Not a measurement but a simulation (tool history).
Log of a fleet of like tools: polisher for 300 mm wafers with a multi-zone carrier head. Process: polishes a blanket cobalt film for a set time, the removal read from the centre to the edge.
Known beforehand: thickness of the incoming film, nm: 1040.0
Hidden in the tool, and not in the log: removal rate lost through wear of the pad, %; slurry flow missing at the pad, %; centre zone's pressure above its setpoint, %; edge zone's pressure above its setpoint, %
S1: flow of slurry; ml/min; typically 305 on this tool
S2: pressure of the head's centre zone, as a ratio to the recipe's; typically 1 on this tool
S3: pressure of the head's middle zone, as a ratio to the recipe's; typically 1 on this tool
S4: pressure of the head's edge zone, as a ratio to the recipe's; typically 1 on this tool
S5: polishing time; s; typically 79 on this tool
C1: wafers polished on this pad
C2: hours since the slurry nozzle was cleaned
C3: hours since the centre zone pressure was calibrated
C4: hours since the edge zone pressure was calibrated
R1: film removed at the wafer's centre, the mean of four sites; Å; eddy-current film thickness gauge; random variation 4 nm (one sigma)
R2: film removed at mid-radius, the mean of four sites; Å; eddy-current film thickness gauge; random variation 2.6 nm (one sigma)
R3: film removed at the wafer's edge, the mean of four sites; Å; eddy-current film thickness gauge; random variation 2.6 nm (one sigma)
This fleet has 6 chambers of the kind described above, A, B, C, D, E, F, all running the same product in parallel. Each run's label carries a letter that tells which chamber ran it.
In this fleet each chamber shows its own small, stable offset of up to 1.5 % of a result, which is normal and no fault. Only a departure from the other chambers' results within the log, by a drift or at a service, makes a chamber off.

run	day	S1	S2	S3	S4	S5	C1	C2	C3	C4	R1	R2	R3
# day 0.092: chamber A: edge zone pressure recalibrated
1A	0.204	305	1	1	1	79	200	322.4	441.7	2.8	3245.8	3223	3236.4
2C	0.383	305	1	1	1	79	428	114.9	41.8	990.1	3207.9	3268	3256.2
3D	0.483	305	1	1	1	79	173	183.1	338.8	259.7	3215.5	3202.4	3189.3
4F	0.617	305	1	1	1	79	131	142.1	1066	204.2	3258.9	3286.9	3273.9
# day 0.633: chamber E: worn pad replaced by a new one
5E	0.708	305	1	1	1	79	12	780.2	420.5	40.5	3238.6	3174.4	3208.7
6B	0.875	305	1	1	1	79	439	94	616	277.8	3216.8	3251.9	3297.7
7C	1.062	305	1	1	1	79	537	131.2	58.1	1006.4	3220.3	3224.7	3265.9
8D	1.196	305	1	1	1	79	287	200.2	355.9	276.8	3259.2	3179.8	3226
9E	1.308	305	1	1	1	79	108	794.6	434.9	54.9	3289.1	3198.7	3268.8
10F	1.438	305	1	1	1	79	263	161.8	1085.7	223.9	3213	3266.5	3251.5
# day 1.446: chamber E: slurry nozzle cleaned
11B	1.596	305	1	1	1	79	554	111.3	633.3	295.1	3297.1	3294.8	3281.6
12A	1.788	305	1	1	1	79	453	360.4	479.7	40.8	3262.8	3220.6	3277
13B	1.879	305	1	1	1	79	600	118.1	640.1	301.9	3248.3	3234.5	3297.1
14C	2.079	305	1	1	1	79	700	155.6	82.5	1030.8	3184.9	3279.1	3207
15F	2.25	385	1	1	1	99	393	181.3	1105.2	243.4	4166.4	4159.7	4094.3
16D	2.454	385	1	1	1	99	489	230.4	386.1	307	4172	4059.4	4094.6
17A	2.567	385	1	1	1	99	578	379.1	498.4	59.5	4057.4	4171.1	4076.1
# day 2.571: chamber D: worn pad replaced by a new one
18E	2.667	385	1	1	1	99	326	29.3	467.5	87.5	4176.9	4115.4	4123.9
# day 2.729: chamber F: worn pad replaced by a new one
19C	2.771	385	1	1	1	99	811	172.2	99.1	1047.4	4188.5	4151.1	4142.9
# day 2.858: chamber C: worn pad replaced by a new one
20E	2.858	385	1	1	1	99	356	33.9	472.1	92.1	4216.6	4140.4	4087.8
21B	3.017	305	1	1	1	79	782	145.4	667.4	329.2	3213.1	3268.4	3236.2
22F	3.171	250	1	1	0.95	79	70	203.4	1127.3	265.5	3257.9	3212	3111.2
23A	3.367	250	1	1	0.95	79	706	398.3	517.6	78.7	3150.6	3198.8	3083.2
# day 3.454: chamber B: centre zone pressure recalibrated
# day 3.471: chamber C: edge zone pressure recalibrated
24D	3.517	250	1	1	0.95	79	152	255.9	411.6	332.5	3119.7	3096.9	3092.6
25C	3.612	250	1	1	0.95	79	121	192.4	119.3	3.4	3067.3	3123.7	3140.2
26A	3.729	250	1	1	0.95	79	764	407	526.3	87.4	3142.7	3199.1	3107.3
27E	3.871	250	1	1	0.95	79	519	58.2	496.4	116.4	3224.9	3162.1	3164.5
28B	3.971	305	1	1	1	79	935	168.3	12.5	352.1	3063.7	3150.9	3093.2
29D	4.129	305	1	1	1	79	250	270.6	426.3	347.2	3174.4	3205.5	3230.3
30F	4.267	305	1	1	1	79	246	229.7	1153.6	291.8	3283.1	3256.5	3231.8
# day 4.288: chamber A: worn pad replaced by a new one
31B	4.433	305	1	1	1	79	1009	179.4	23.6	363.2	3171.4	3127.6	3135.9
32C	4.638	305	1	1	1.05	79	285	217	143.9	28	3209.1	3255.3	3323.5
# day 4.796: chamber E: worn pad replaced by a new one
33F	4.8	305	1	1	1.05	79	331	242.5	1166.4	304.6	3234.1	3283.9	3266.4
34D	4.983	305	1	1	1.05	79	386	291.1	446.8	367.7	3229.7	3164.8	3261.2
35A	5.167	305	1	1	1.05	79	141	441.5	560.8	121.9	3208.6	3180.6	3332.5
36E	5.362	305	1	1	1.05	79	90	94	532.2	152.2	3221.3	3195.7	3327.2
37F	5.521	305	1	1	1.05	79	447	259.8	1183.7	321.9	3359.9	3263.3	3337.8
38C	5.625	305	1	1	1	79	443	240.7	167.6	51.7	3187.9	3270	3215
39B	5.758	305	1	1	1	79	1221	211.2	55.4	395	3087.1	3023.7	3058.5

Each of the 6 chambers runs these same settings next. Fill in every chamber's results:
40A	5.908	240	1	1	1	79					?	?	?
40B	5.908	240	1	1	1	79					?	?	?
40C	5.908	240	1	1	1	79					?	?	?
40D	5.908	240	1	1	1	79					?	?	?
40E	5.908	240	1	1	1	79					?	?	?
40F	5.908	240	1	1	1	79					?	?	?

run	R1	R2	R3
40A	3185.1	3172	3198.9
40B	2918.4	2972.8	3001.1
40C	3111.5	3176.7	3190.3
40D	3096	3112.8	3105.4
40E	3216.4	3155.8	3177.5
40F	3188.6	3205.6	3192
